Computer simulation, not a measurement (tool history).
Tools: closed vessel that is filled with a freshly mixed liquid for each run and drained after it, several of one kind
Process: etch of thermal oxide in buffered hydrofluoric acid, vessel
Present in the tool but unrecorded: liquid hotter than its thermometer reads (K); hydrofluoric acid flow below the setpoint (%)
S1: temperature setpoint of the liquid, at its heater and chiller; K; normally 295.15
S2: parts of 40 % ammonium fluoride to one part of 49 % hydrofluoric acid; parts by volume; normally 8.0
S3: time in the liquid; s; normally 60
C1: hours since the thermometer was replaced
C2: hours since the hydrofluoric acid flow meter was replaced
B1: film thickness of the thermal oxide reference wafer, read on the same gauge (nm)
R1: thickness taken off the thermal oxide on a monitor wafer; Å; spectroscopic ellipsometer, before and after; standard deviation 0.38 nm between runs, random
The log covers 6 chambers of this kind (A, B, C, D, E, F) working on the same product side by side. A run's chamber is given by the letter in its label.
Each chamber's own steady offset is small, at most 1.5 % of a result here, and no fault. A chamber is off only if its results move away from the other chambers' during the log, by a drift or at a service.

run 1D day=0.342 | S1=295.15 S2=8.0 S3=60 | C1=467.4 C2=418.6 | B1=150.00 | R1=708.42
run 2A day=0.754 | S1=295.15 S2=8.0 S3=60 | C1=161.6 C2=174.6 | B1=150.02 | R1=708.56
run 3E day=1.404 | S1=295.15 S2=8.0 S3=60 | C1=448.3 C2=642.0 | B1=150.00 | R1=703.24
run 4B day=1.954 | S1=295.15 S2=8.0 S3=60 | C1=585.2 C2=650.8 | B1=150.02 | R1=709.52
-- day=2.492 chamber D: thermometer replaced
run 5C day=2.546 | S1=295.15 S2=8.0 S3=60 | C1=1723.7 C2=854.0 | B1=150.02 | R1=693.96
run 6F day=3.088 | S1=295.15 S2=8.0 S3=60 | C1=1122.5 C2=1718.5 | B1=150.00 | R1=716.92
run 7C day=3.708 | S1=295.15 S2=8.0 S3=60 | C1=1751.6 C2=881.9 | B1=150.00 | R1=707.65
run 8D day=4.183 | S1=295.15 S2=8.0 S3=60 | C1=40.7 C2=510.8 | B1=150.00 | R1=701.19
-- day=4.488 chamber F: hydrofluoric acid flow meter replaced
run 9E day=4.492 | S1=295.15 S2=8.0 S3=60 | C1=522.4 C2=716.1 | B1=150.01 | R1=700.38
run 10F day=4.929 | S1=295.15 S2=8.0 S3=60 | C1=1166.7 C2=10.6 | B1=150.03 | R1=714.15
run 11B day=5.242 | S1=295.15 S2=8.0 S3=60 | C1=664.1 C2=729.7 | B1=150.01 | R1=708.86
run 12A day=5.779 | S1=295.15 S2=8.0 S3=60 | C1=282.2 C2=295.2 | B1=150.00 | R1=711.17
run 13D day=6.408 | S1=295.15 S2=8.0 S3=60 | C1=94.1 C2=564.2 | B1=150.00 | R1=713.88
run 14F day=6.733 | S1=295.15 S2=8.0 S3=60 | C1=1210.0 C2=53.9 | B1=150.00 | R1=716.07
run 15A day=7.346 | S1=295.15 S2=8.0 S3=60 | C1=319.8 C2=332.8 | B1=150.01 | R1=713.87
-- day=7.388 chamber C: hydrofluoric acid flow meter replaced
run 16C day=7.629 | S1=295.15 S2=9.5 S3=60 | C1=1845.7 C2=5.9 | B1=150.01 | R1=596.74
run 17E day=7.983 | S1=295.15 S2=9.5 S3=60 | C1=606.2 C2=799.9 | B1=149.99 | R1=602.37
run 18B day=8.367 | S1=295.15 S2=9.5 S3=60 | C1=739.1 C2=804.7 | B1=150.00 | R1=602.77
run 19C day=8.900 | S1=295.15 S2=9.5 S3=60 | C1=1876.2 C2=36.4 | B1=150.02 | R1=599.53
run 20E day=9.288 | S1=295.15 S2=9.5 S3=60 | C1=637.5 C2=831.2 | B1=150.00 | R1=600.11
-- day=9.517 chamber E: hydrofluoric acid flow meter replaced
run 21A day=9.854 | S1=295.15 S2=9.5 S3=60 | C1=380.0 C2=393.0 | B1=150.01 | R1=605.18
run 22F day=10.138 | S1=295.15 S2=8.0 S3=60 | C1=1291.7 C2=135.6 | B1=150.04 | R1=709.12
run 23D day=10.758 | S1=295.15 S2=8.0 S3=60 | C1=198.5 C2=668.6 | B1=150.01 | R1=708.15
run 24B day=11.192 | S1=295.15 S2=8.0 S3=60 | C1=806.9 C2=872.5 | B1=150.02 | R1=716.81
-- day=11.729 chamber B: hydrofluoric acid flow meter replaced
run 25F day=11.808 | S1=295.15 S2=8.0 S3=60 | C1=1331.8 C2=175.7 | B1=149.98 | R1=712.61
run 26D day=12.275 | S1=295.15 S2=8.0 S3=60 | C1=234.9 C2=705.0 | B1=150.00 | R1=701.90
run 27A day=12.771 | S1=295.15 S2=8.0 S3=60 | C1=450.0 C2=463.0 | B1=149.99 | R1=714.00
run 28E day=13.262 | S1=295.15 S2=8.0 S3=60 | C1=732.9 C2=90.0 | B1=149.99 | R1=706.20
run 29C day=13.888 | S1=298.65 S2=10.5 S3=60 | C1=1995.9 C2=156.1 | B1=150.00 | R1=663.87
run 30B day=14.325 | S1=298.65 S2=10.5 S3=60 | C1=882.1 C2=62.4 | B1=149.99 | R1=701.97
run 31B day=14.858 | S1=298.65 S2=10.5 S3=60 | C1=894.9 C2=75.2 | B1=150.02 | R1=703.48
run 32C day=15.154 | S1=298.65 S2=10.5 S3=60 | C1=2026.3 C2=186.5 | B1=150.01 | R1=663.23
run 33A day=15.729 | S1=298.65 S2=10.5 S3=60 | C1=521.0 C2=534.0 | B1=150.00 | R1=669.26
run 34E day=16.354 | S1=298.65 S2=10.5 S3=60 | C1=807.1 C2=164.2 | B1=150.01 | R1=668.82
run 35F day=16.900 | S1=295.15 S2=8.0 S3=60 | C1=1454.0 C2=297.9 | B1=150.01 | R1=715.04
run 36D day=17.475 | S1=295.15 S2=8.0 S3=60 | C1=359.7 C2=829.8 | B1=150.02 | R1=709.19
run 37E day=18.083 | S1=295.15 S2=8.0 S3=60 | C1=848.6 C2=205.7 | B1=150.01 | R1=706.37
run 38B day=18.467 | S1=295.15 S2=8.0 S3=60 | C1=981.5 C2=161.8 | B1=150.03 | R1=751.56
run 39A day=19.029 | S1=295.15 S2=8.0 S3=60 | C1=600.2 C2=613.2 | B1=150.00 | R1=718.08
run 40C day=19.679 | S1=297.65 S2=9.5 S3=60 | C1=2134.9 C2=295.1 | B1=149.99 | R1=682.84
run 41F day=20.246 | S1=297.65 S2=9.5 S3=60 | C1=1534.3 C2=378.2 | B1=149.98 | R1=694.32
run 42D day=20.567 | S1=297.65 S2=9.5 S3=60 | C1=433.9 C2=904.0 | B1=149.98 | R1=699.82

Next, all 6 chambers run the settings below, one line each with question marks for the results. What does each chamber give?
run 43A day=21.038 | S1=295.15 S2=8.0 S3=30 | R1=?
run 43B day=21.038 | S1=295.15 S2=8.0 S3=30 | R1=?
run 43C day=21.038 | S1=295.15 S2=8.0 S3=30 | R1=?
run 43D day=21.038 | S1=295.15 S2=8.0 S3=30 | R1=?
run 43E day=21.038 | S1=295.15 S2=8.0 S3=30 | R1=?
run 43F day=21.038 | S1=295.15 S2=8.0 S3=30 | R1=?

run=43A R1=352.40
run=43B R1=378.18
run=43C R1=347.06
run=43D R1=354.16
run=43E R1=350.65
run=43F R1=358.76

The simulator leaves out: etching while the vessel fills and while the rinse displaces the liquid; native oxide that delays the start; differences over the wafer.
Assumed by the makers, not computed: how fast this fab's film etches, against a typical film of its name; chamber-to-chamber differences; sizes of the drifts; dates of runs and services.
